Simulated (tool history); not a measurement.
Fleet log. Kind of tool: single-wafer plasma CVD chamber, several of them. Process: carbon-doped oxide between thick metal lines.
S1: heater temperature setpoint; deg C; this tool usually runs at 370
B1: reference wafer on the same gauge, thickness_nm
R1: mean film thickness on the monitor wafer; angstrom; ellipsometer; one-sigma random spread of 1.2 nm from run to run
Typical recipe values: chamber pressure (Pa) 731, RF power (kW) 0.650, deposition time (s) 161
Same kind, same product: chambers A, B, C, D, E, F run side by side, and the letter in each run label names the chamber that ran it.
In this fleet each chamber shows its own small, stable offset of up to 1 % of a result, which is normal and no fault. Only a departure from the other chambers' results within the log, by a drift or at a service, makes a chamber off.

run 1A hour=8.2 | S1=370 chamber_pressure_(Pa)=731 RF_power_(kW)=0.650 deposition_time_(s)=161 | B1=848.23 | R1=9235.4
run 2F hour=15.2 | S1=370 chamber_pressure_(Pa)=731 RF_power_(kW)=0.650 deposition_time_(s)=161 | B1=848.05 | R1=9132.8
run 3E hour=24.6 | S1=370 chamber_pressure_(Pa)=731 RF_power_(kW)=0.650 deposition_time_(s)=161 | B1=847.95 | R1=9218.8
run 4B hour=35.2 | S1=370 chamber_pressure_(Pa)=731 RF_power_(kW)=0.650 deposition_time_(s)=161 | B1=847.50 | R1=9256.9
run 5C hour=42.5 | S1=370 chamber_pressure_(Pa)=731 RF_power_(kW)=0.650 deposition_time_(s)=161 | B1=847.73 | R1=9156.8
run 6D hour=47.4 | S1=370 chamber_pressure_(Pa)=731 RF_power_(kW)=0.650 deposition_time_(s)=161 | B1=847.25 | R1=9241.8
run 7E hour=57.6 | S1=370 chamber_pressure_(Pa)=731 RF_power_(kW)=0.650 deposition_time_(s)=161 | B1=847.57 | R1=9227.8
run 8D hour=67.1 | S1=363 chamber_pressure_(Pa)=731 RF_power_(kW)=0.695 deposition_time_(s)=161 | B1=847.48 | R1=9741.9
run 9B hour=71.8 | S1=363 chamber_pressure_(Pa)=731 RF_power_(kW)=0.695 deposition_time_(s)=161 | B1=846.91 | R1=9784.2
run 10C hour=76.8 | S1=363 chamber_pressure_(Pa)=731 RF_power_(kW)=0.695 deposition_time_(s)=161 | B1=846.77 | R1=9658.3
run 11F hour=81.6 | S1=363 chamber_pressure_(Pa)=731 RF_power_(kW)=0.695 deposition_time_(s)=161 | B1=846.82 | R1=9644.9
run 12A hour=87.2 | S1=363 chamber_pressure_(Pa)=731 RF_power_(kW)=0.695 deposition_time_(s)=161 | B1=846.89 | R1=9746.3
run 13F hour=96.1 | S1=363 chamber_pressure_(Pa)=731 RF_power_(kW)=0.695 deposition_time_(s)=161 | B1=846.72 | R1=9638.8
run 14A hour=106.0 | S1=370 chamber_pressure_(Pa)=731 RF_power_(kW)=0.650 deposition_time_(s)=161 | B1=846.63 | R1=9206.9
run 15D hour=116.1 | S1=370 chamber_pressure_(Pa)=731 RF_power_(kW)=0.650 deposition_time_(s)=161 | B1=846.29 | R1=9194.7
run 16C hour=126.0 | S1=370 chamber_pressure_(Pa)=829 RF_power_(kW)=0.600 deposition_time_(s)=161 | B1=846.33 | R1=8856.9
run 17B hour=133.1 | S1=370 chamber_pressure_(Pa)=829 RF_power_(kW)=0.600 deposition_time_(s)=161 | B1=846.06 | R1=8929.5
run 18E hour=140.9 | S1=370 chamber_pressure_(Pa)=829 RF_power_(kW)=0.600 deposition_time_(s)=161 | B1=845.93 | R1=8912.8
run 19E hour=145.8 | S1=370 chamber_pressure_(Pa)=829 RF_power_(kW)=0.600 deposition_time_(s)=161 | B1=845.67 | R1=8907.9
run 20F hour=153.0 | S1=370 chamber_pressure_(Pa)=829 RF_power_(kW)=0.600 deposition_time_(s)=161 | B1=845.74 | R1=8805.8
run 21C hour=158.1 | S1=370 chamber_pressure_(Pa)=829 RF_power_(kW)=0.600 deposition_time_(s)=161 | B1=845.69 | R1=8830.6
run 22B hour=166.6 | S1=370 chamber_pressure_(Pa)=731 RF_power_(kW)=0.650 deposition_time_(s)=161 | B1=845.44 | R1=9233.9
run 23A hour=176.2 | S1=370 chamber_pressure_(Pa)=731 RF_power_(kW)=0.650 deposition_time_(s)=161 | B1=845.45 | R1=9219.3
run 24D hour=184.3 | S1=370 chamber_pressure_(Pa)=731 RF_power_(kW)=0.650 deposition_time_(s)=161 | B1=845.21 | R1=9197.4
run 25F hour=191.8 | S1=370 chamber_pressure_(Pa)=731 RF_power_(kW)=0.650 deposition_time_(s)=161 | B1=845.30 | R1=9094.3
run 26A hour=200.6 | S1=375 chamber_pressure_(Pa)=805 RF_power_(kW)=0.650 deposition_time_(s)=161 | B1=845.10 | R1=9204.0
run 27E hour=206.5 | S1=375 chamber_pressure_(Pa)=805 RF_power_(kW)=0.650 deposition_time_(s)=161 | B1=845.02 | R1=9223.5
run 28C hour=214.7 | S1=375 chamber_pressure_(Pa)=805 RF_power_(kW)=0.650 deposition_time_(s)=161 | B1=845.26 | R1=9161.3
run 29B hour=220.9 | S1=375 chamber_pressure_(Pa)=805 RF_power_(kW)=0.650 deposition_time_(s)=161 | B1=845.27 | R1=9215.1
run 30D hour=229.0 | S1=375 chamber_pressure_(Pa)=805 RF_power_(kW)=0.650 deposition_time_(s)=161 | B1=844.74 | R1=9186.9
run 31E hour=234.0 | S1=375 chamber_pressure_(Pa)=805 RF_power_(kW)=0.650 deposition_time_(s)=161 | B1=844.82 | R1=9189.2
run 32B hour=239.0 | S1=370 chamber_pressure_(Pa)=731 RF_power_(kW)=0.650 deposition_time_(s)=161 | B1=844.54 | R1=9244.3
run 33D hour=247.7 | S1=370 chamber_pressure_(Pa)=731 RF_power_(kW)=0.650 deposition_time_(s)=161 | B1=844.36 | R1=9181.8
-- hour=247.8 chamber B: RF generator calibrated
run 34A hour=254.0 | S1=370 chamber_pressure_(Pa)=731 RF_power_(kW)=0.650 deposition_time_(s)=161 | B1=844.35 | R1=9196.0
run 35F hour=260.8 | S1=370 chamber_pressure_(Pa)=731 RF_power_(kW)=0.650 deposition_time_(s)=161 | B1=844.39 | R1=9107.0
run 36C hour=268.5 | S1=370 chamber_pressure_(Pa)=731 RF_power_(kW)=0.650 deposition_time_(s)=161 | B1=844.10 | R1=9118.6
run 37F hour=275.1 | S1=370 chamber_pressure_(Pa)=731 RF_power_(kW)=0.650 deposition_time_(s)=161 | B1=843.77 | R1=9080.6
run 38E hour=280.4 | S1=370 chamber_pressure_(Pa)=731 RF_power_(kW)=0.650 deposition_time_(s)=161 | B1=844.10 | R1=9222.1
run 39A hour=287.6 | S1=370 chamber_pressure_(Pa)=731 RF_power_(kW)=0.650 deposition_time_(s)=161 | B1=843.85 | R1=9179.0
run 40C hour=295.8 | S1=370 chamber_pressure_(Pa)=731 RF_power_(kW)=0.650 deposition_time_(s)=161 | B1=843.89 | R1=9135.7
run 41D hour=305.3 | S1=370 chamber_pressure_(Pa)=731 RF_power_(kW)=0.650 deposition_time_(s)=161 | B1=843.70 | R1=9186.3
run 42B hour=311.3 | S1=370 chamber_pressure_(Pa)=731 RF_power_(kW)=0.650 deposition_time_(s)=161 | B1=843.63 | R1=9232.0

For the next run the whole fleet of 6 chambers uses the same settings. Give each chamber's results:
run 43A hour=318.9 | S1=370 chamber_pressure_(Pa)=731 RF_power_(kW)=0.650 deposition_time_(s)=161 | R1=?
run 43B hour=318.9 | S1=370 chamber_pressure_(Pa)=731 RF_power_(kW)=0.650 deposition_time_(s)=161 | R1=?
run 43C hour=318.9 | S1=370 chamber_pressure_(Pa)=731 RF_power_(kW)=0.650 deposition_time_(s)=161 | R1=?
run 43D hour=318.9 | S1=370 chamber_pressure_(Pa)=731 RF_power_(kW)=0.650 deposition_time_(s)=161 | R1=?
run 43E hour=318.9 | S1=370 chamber_pressure_(Pa)=731 RF_power_(kW)=0.650 deposition_time_(s)=161 | R1=?
run 43F hour=318.9 | S1=370 chamber_pressure_(Pa)=731 RF_power_(kW)=0.650 deposition_time_(s)=161 | R1=?

run=43A R1=9195.7
run=43B R1=9207.8
run=43C R1=9129.6
run=43D R1=9157.0
run=43E R1=9196.9
run=43F R1=9075.9

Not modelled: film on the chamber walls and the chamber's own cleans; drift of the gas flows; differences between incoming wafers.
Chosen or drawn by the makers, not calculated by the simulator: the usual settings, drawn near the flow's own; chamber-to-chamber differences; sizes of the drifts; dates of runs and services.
